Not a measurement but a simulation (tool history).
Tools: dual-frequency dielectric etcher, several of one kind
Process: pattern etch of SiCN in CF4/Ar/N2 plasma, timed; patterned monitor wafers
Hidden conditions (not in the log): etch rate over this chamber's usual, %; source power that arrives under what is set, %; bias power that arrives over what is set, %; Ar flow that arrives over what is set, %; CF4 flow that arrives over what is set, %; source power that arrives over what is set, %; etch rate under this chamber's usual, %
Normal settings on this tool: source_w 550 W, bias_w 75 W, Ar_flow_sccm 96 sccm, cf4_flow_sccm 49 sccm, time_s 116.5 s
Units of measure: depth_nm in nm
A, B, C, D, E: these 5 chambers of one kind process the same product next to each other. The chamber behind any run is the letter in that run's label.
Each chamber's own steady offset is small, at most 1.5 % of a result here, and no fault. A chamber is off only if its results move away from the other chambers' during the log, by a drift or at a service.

run	hour	source_w	bias_w	Ar_flow_sccm	cf4_flow_sccm	time_s	hours since the last wet clean	hours since the last source power generator calibration	hours since the last bias power generator calibration	hours since the last Ar flow controller change	hours since the last CF4 flow controller change	read-back reference wafer on the same gauge, depth_nm	depth_nm
1C	6.2	550	75	96	49	116.5	247.5	1546.9	631.8	237.7	2329.9	110.01	116.43
2E	13.5	550	75	96	49	116.5	241.8	916.9	564	5588.7	1274.1	110.01	114.89
3B	21.8	550	75	96	49	116.5	71	2821	1812.1	1667.3	2982.8	110.04	115.64
4D	31	550	75	96	49	116.5	418.6	2589.7	349.5	1800.1	1710.3	109.99	116.91
5A	35.7	550	75	96	49	116.5	326.7	945.3	2536.8	2388.9	3492	109.93	115.38
6A	41	550	75	96	49	116.5	332	950.6	2542.1	2394.2	3497.3	109.94	115.1
7E	45.8	550	75	96	49	116.5	274.1	949.2	596.3	5621	1306.4	109.93	114.5
8C	50.3	550	75	96	49	116.5	291.6	1591	675.9	281.8	2374	109.99	116.72
# hour 56.3: chamber E: Ar flow controller replaced
9D	56.7	550	90	96	49	116.5	444.3	2615.4	375.2	1825.8	1736	109.98	125.45
10B	66.5	550	90	96	49	116.5	115.7	2865.7	1856.8	1712	3027.5	110	123.02
11A	74.9	550	90	96	49	116.5	365.9	984.5	2576	2428.1	3531.2	110	123.58
12D	80.4	550	90	96	49	116.5	468	2639.1	398.9	1849.5	1759.7	110.02	125.03
13B	89.9	550	90	96	49	116.5	139.1	2889.1	1880.2	1735.4	3050.9	109.99	123.48
14E	94.8	550	75	96	49	116.5	323.1	998.2	645.3	38.6	1355.4	109.99	114.58
15C	101.6	550	75	96	49	116.5	342.9	1642.3	727.2	333.1	2425.3	109.92	116.13
16B	107.1	550	75	96	49	116.5	156.3	2906.3	1897.4	1752.6	3068.1	110.02	114.81
# hour 114.6: chamber A: wet clean of the chamber
17D	116.1	550	75	96	49	116.5	503.7	2674.8	434.6	1885.2	1795.4	110	116.93
18C	122.9	550	75	96	49	116.5	364.2	1663.6	748.5	354.4	2446.6	109.98	116.03
19A	128	550	75	96	49	116.5	13.5	1037.6	2629.1	2481.2	3584.3	109.95	114.36
# hour 128.8: chamber E: wet clean of the chamber
20E	137.1	550	75	96	49	116.5	8.4	1040.5	687.6	80.9	1397.7	110.08	114.53
21D	142.2	550	75	96	49	116.5	529.8	2700.9	460.7	1911.3	1821.5	110.05	117.12
22C	148.8	550	75	96	49	116.5	390.1	1689.5	774.4	380.3	2472.5	109.91	116.04
# hour 153: chamber C: wet clean of the chamber
23A	156	550	75	96	49	116.5	41.5	1065.6	2657.1	2509.2	3612.3	110.11	113.74
24B	165.4	550	75	96	49	116.5	214.6	2964.6	1955.7	1810.9	3126.4	109.97	114.94
25E	174.4	550	75	96	49	116.5	45.7	1077.8	724.9	118.2	1435	110.03	114.69
# hour 180.1: chamber D: Ar flow controller replaced
26C	181.9	550	75	96	49	116.5	29	1722.6	807.5	413.4	2505.6	110.05	116.36
27A	190.8	550	75	96	54	116.5	76.3	1100.4	2691.9	2544	3647.1	110.02	114.94
28E	196.7	550	75	96	54	116.5	68	1100.1	747.2	140.5	1457.3	110.07	116.96
29B	203.8	550	75	96	54	116.5	253	3003	1994.1	1849.3	3164.8	110.02	117.14
30D	211.9	550	75	96	54	116.5	599.5	2770.6	530.4	31.8	1891.2	109.96	119.11
31D	217.3	550	75	96	54	116.5	604.9	2776	535.8	37.2	1896.6	110.07	118.32
32C	222.5	430	75	96	49	116.5	69.6	1763.2	848.1	454	2546.2	109.96	93.614
33A	230.6	430	75	96	49	116.5	116.1	1140.2	2731.7	2583.8	3686.9	110.03	89.563
34E	237.5	430	75	96	49	116.5	108.8	1140.9	788	181.3	1498.1	110.04	92.617

Decide between three cases: one chamber stands off from its peers, the gauge reading all wafers drifts, or nothing is wrong past each chamber's small offset. Where a chamber is off, say which and what most likely put it there.

Little by little, chamber A moves away from the other chambers.
Cause: source power that arrives under what is set, % = 4.08.

Here are 4 candidates for chamber A's next run, each the usual settings with a change, their results left as question marks. Which one brings its results back in line with what the others give on the usual settings?
Counts as in line when no further than this from what the other chambers average on the usual settings: depth_nm 1 nm
35A-1	244.5	550	75	96	49	108							?
35A-2	244.5	540	75	96	49	114							?
35A-3	244.5	560	75	96	49	119							?
35A-4	244.5	550	75	96	49	125.5							?

Mean of the other chambers on the usual settings: depth_nm 115.81 nm
run	depth_nm
35A-1	103.31
35A-2	107.29
35A-3	115.67
35A-4	120.05
35A-3 puts the chamber back in line with the other chambers.
